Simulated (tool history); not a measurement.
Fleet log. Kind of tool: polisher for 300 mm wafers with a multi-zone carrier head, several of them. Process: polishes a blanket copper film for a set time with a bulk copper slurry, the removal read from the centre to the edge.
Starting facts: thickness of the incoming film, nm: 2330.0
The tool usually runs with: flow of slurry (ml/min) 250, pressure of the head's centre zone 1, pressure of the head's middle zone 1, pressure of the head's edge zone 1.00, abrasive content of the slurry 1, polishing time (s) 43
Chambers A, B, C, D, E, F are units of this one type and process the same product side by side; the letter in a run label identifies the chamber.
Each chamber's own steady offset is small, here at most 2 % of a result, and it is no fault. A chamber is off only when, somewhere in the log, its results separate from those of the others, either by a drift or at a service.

run,hour,flow of slurry (ml/min),pressure of the head's centre zone,pressure of the head's middle zone,pressure of the head's edge zone,abrasive content of the slurry,polishing time (s),wafers polished on this pad,hours since the slurry nozzle was cleaned,hours since the centre zone pressure was calibrated,hours since the edge zone pressure was calibrated,film removed at the wafer's centre (angstrom),film removed at mid-radius (angstrom),film removed at the wafer's edge (angstrom)
# hour 13.6: chamber F: worn pad replaced by a new one
1A,13.9,250,1,1,1.00,1,43,488,326.7,875.7,788.8,4024.5,4128.3,4160.0
2D,28.2,250,1,1,1.00,1,43,814,244.7,389.4,726.6,3985.4,4092.8,4017.2
# hour 39.1: chamber B: edge zone pressure recalibrated
3B,41.6,250,1,1,1.00,1,43,556,124.2,943.8,2.5,4112.6,4070.4,3988.4
# hour 49.2: chamber C: worn pad replaced by a new one
4E,56.0,250,1,1,1.00,1,43,821,142.4,366.0,980.0,4076.6,4097.0,4075.7
# hour 61.9: chamber D: worn pad replaced by a new one
5F,65.6,250,1,1,1.00,1,43,647,99.4,427.1,339.7,4093.2,4124.0,4093.3
# hour 75.7: chamber B: worn pad replaced by a new one
# hour 76.0: chamber A: worn pad replaced by a new one
6C,78.0,250,1,1,1.00,1,43,359,460.7,455.5,829.7,4046.2,4130.5,4107.0
7B,89.1,250,1,1,1.00,1,43,167,171.7,991.3,50.0,4111.6,4111.2,4081.6
# hour 95.2: chamber F: worn pad replaced by a new one
8F,101.9,250,1,1,1.00,1,43,84,135.7,463.4,376.0,4090.1,4132.6,4076.3
# hour 111.3: chamber E: worn pad replaced by a new one
9E,111.3,250,1,1,1.00,1,43,0,197.7,421.3,1035.3,4103.7,4095.5,4055.7
# hour 117.9: chamber A: edge zone pressure recalibrated
10C,122.5,250,1,1,1.00,1,43,912,505.2,500.0,874.2,4007.7,4042.5,4124.5
11A,129.9,250,1,1,1.00,1,43,671,442.7,991.7,12.0,4097.4,4038.8,4148.9
# hour 135.4: chamber C: worn pad replaced by a new one
12D,145.2,250,1,1,1.00,1,43,1036,361.7,506.4,843.6,4057.8,4044.2,4024.8
13F,157.7,250,1,1,1.00,1,57,778,191.5,519.2,431.8,5427.8,5438.4,5514.1
# hour 166.5: chamber B: worn pad replaced by a new one
# hour 166.5: chamber D: worn pad replaced by a new one
14C,168.0,250,1,1,1.00,1,57,406,550.7,545.5,919.7,5373.1,5428.0,5500.7
# hour 168.9: chamber A: worn pad replaced by a new one
15E,176.5,250,1,1,1.00,1,57,811,262.9,486.5,1100.5,5352.3,5278.1,5487.6
# hour 180.8: chamber F: worn pad replaced by a new one
# hour 185.9: chamber D: edge zone pressure recalibrated
16A,190.7,250,1,1,1.00,1,57,272,503.5,1052.5,72.8,5494.3,5425.1,5410.4
17B,200.6,250,1,1,1.00,1,57,425,283.2,1102.8,161.5,5432.1,5484.9,5382.4
18D,208.7,250,1,1,1.00,1,57,526,425.2,569.9,22.9,5304.4,5289.5,5358.9
# hour 209.6: chamber D: slurry nozzle cleaned
# hour 217.2: chamber F: slurry nozzle cleaned
19A,219.0,250,1,1,1.00,1,43,624,531.8,1080.8,101.1,4093.7,4119.0,4072.4
# hour 227.8: chamber C: worn pad replaced by a new one
20E,230.8,250,1,1,1.00,1,43,1487,317.2,540.8,1154.8,4077.5,4045.8,4008.4
# hour 238.1: chamber E: worn pad replaced by a new one
21B,245.6,250,1,1,1.00,1,43,985,328.2,1147.8,206.5,4118.2,4050.1,4124.2
# hour 254.3: chamber E: slurry nozzle cleaned
# hour 256.8: chamber B: worn pad replaced by a new one
22F,256.9,250,1,1,1.00,1,43,947,39.8,618.4,531.0,4047.7,4145.2,4056.3
# hour 257.6: chamber F: worn pad replaced by a new one
# hour 261.2: chamber B: centre zone pressure recalibrated
23D,266.4,250,1,1,1.00,1,43,1244,56.8,627.6,80.6,4087.3,4064.5,4049.5
# hour 271.8: chamber D: worn pad replaced by a new one
24C,274.0,250,1,1,1.00,1,43,575,656.7,651.5,1025.7,3946.9,4118.3,4083.5
# hour 281.4: chamber A: worn pad replaced by a new one
25A,284.0,250,1,1,1.00,1,43,33,596.8,1145.8,166.1,4144.7,4057.2,4057.4
26E,295.0,250,1,1,1.00,1,43,708,40.7,605.0,1219.0,4117.7,4107.2,4139.2
# hour 304.1: chamber F: edge zone pressure recalibrated
27D,305.8,250,1,1,1.00,1,43,423,96.2,667.0,120.0,4023.3,4119.3,4073.5
# hour 306.0: chamber C: worn pad replaced by a new one
28F,318.3,250,1,1,1.00,1,43,756,101.2,679.8,14.2,4065.2,4172.2,4065.9
# hour 327.0: chamber B: worn pad replaced by a new one
# hour 330.1: chamber E: edge zone pressure recalibrated
29C,332.5,250,1,1,1.00,1,43,330,715.2,710.0,1084.2,4010.8,4121.1,4101.3
# hour 338.5: chamber F: worn pad replaced by a new one
# hour 343.9: chamber E: worn pad replaced by a new one
30B,345.5,250,1,1,1.00,1,43,231,428.1,84.3,306.4,4380.4,4096.9,4092.5
# hour 352.7: chamber C: centre zone pressure recalibrated
# hour 353.4: chamber A: centre zone pressure recalibrated
# hour 357.2: chamber D: worn pad replaced by a new one
31E,357.4,250,1,1,1.00,1,43,168,103.1,667.4,27.4,4100.9,4143.3,4050.7
32C,365.3,250,1,1,1.05,1,43,738,748.0,12.6,1117.0,4082.2,4090.4,4196.2
# hour 377.8: chamber F: centre zone pressure recalibrated
33D,381.0,250,1,1,1.05,1,43,296,171.4,742.2,195.2,4043.8,4075.0,4160.3
# hour 382.7: chamber A: worn pad replaced by a new one
34F,390.2,250,1,1,1.05,1,43,643,173.1,12.4,86.1,4003.6,4099.7,4238.0
35B,404.0,250,1,1,1.05,1,43,959,486.6,142.8,364.9,4340.1,4039.3,4271.0
36A,412.4,250,1,1,1.05,1,43,369,725.2,59.1,294.5,4144.8,4072.8,4204.2

Is one chamber off against the others, does the gauge drift, or is nothing wrong? If a chamber is off, say which, and what the likeliest cause is.

A service on chamber B put it out of line with the rest.
What lies behind it: centre zone's pressure above its setpoint, % = 4.97.

Here are 4 candidates for chamber B's next run, each the usual settings with a change, their results left as question marks. Which one brings its results back in line with what the others give on the usual settings?
In line here means within this much of the mean the other chambers give on the usual settings: film removed at the wafer's centre (angstrom) 130.0; film removed at mid-radius (angstrom) 110.0; film removed at the wafer's edge (angstrom) 150.0
37B-1,423.7,245,0.90,1.02,1.03,1,43,,,,,?,?,?
37B-2,423.7,255,1.10,0.97,0.97,1,44,,,,,?,?,?
37B-3,423.7,245,0.95,1.01,1.02,1,43,,,,,?,?,?
37B-4,423.7,255,1.05,0.99,0.98,1,43,,,,,?,?,?

What the other chambers average on the usual settings: film removed at the wafer's centre (angstrom) 4058.7; film removed at mid-radius (angstrom) 4092.3; film removed at the wafer's edge (angstrom) 4091.0
run,film removed at the wafer's centre (angstrom),film removed at mid-radius (angstrom),film removed at the wafer's edge (angstrom)
37B-1,3849.3,4158.6,4151.2
37B-2,4939.2,4077.8,4133.9
37B-3,4087.6,4119.9,4130.4
37B-4,4587.9,4061.6,4060.3
The right change is 37B-3: it brings the chamber back within the allowed miss of the others.
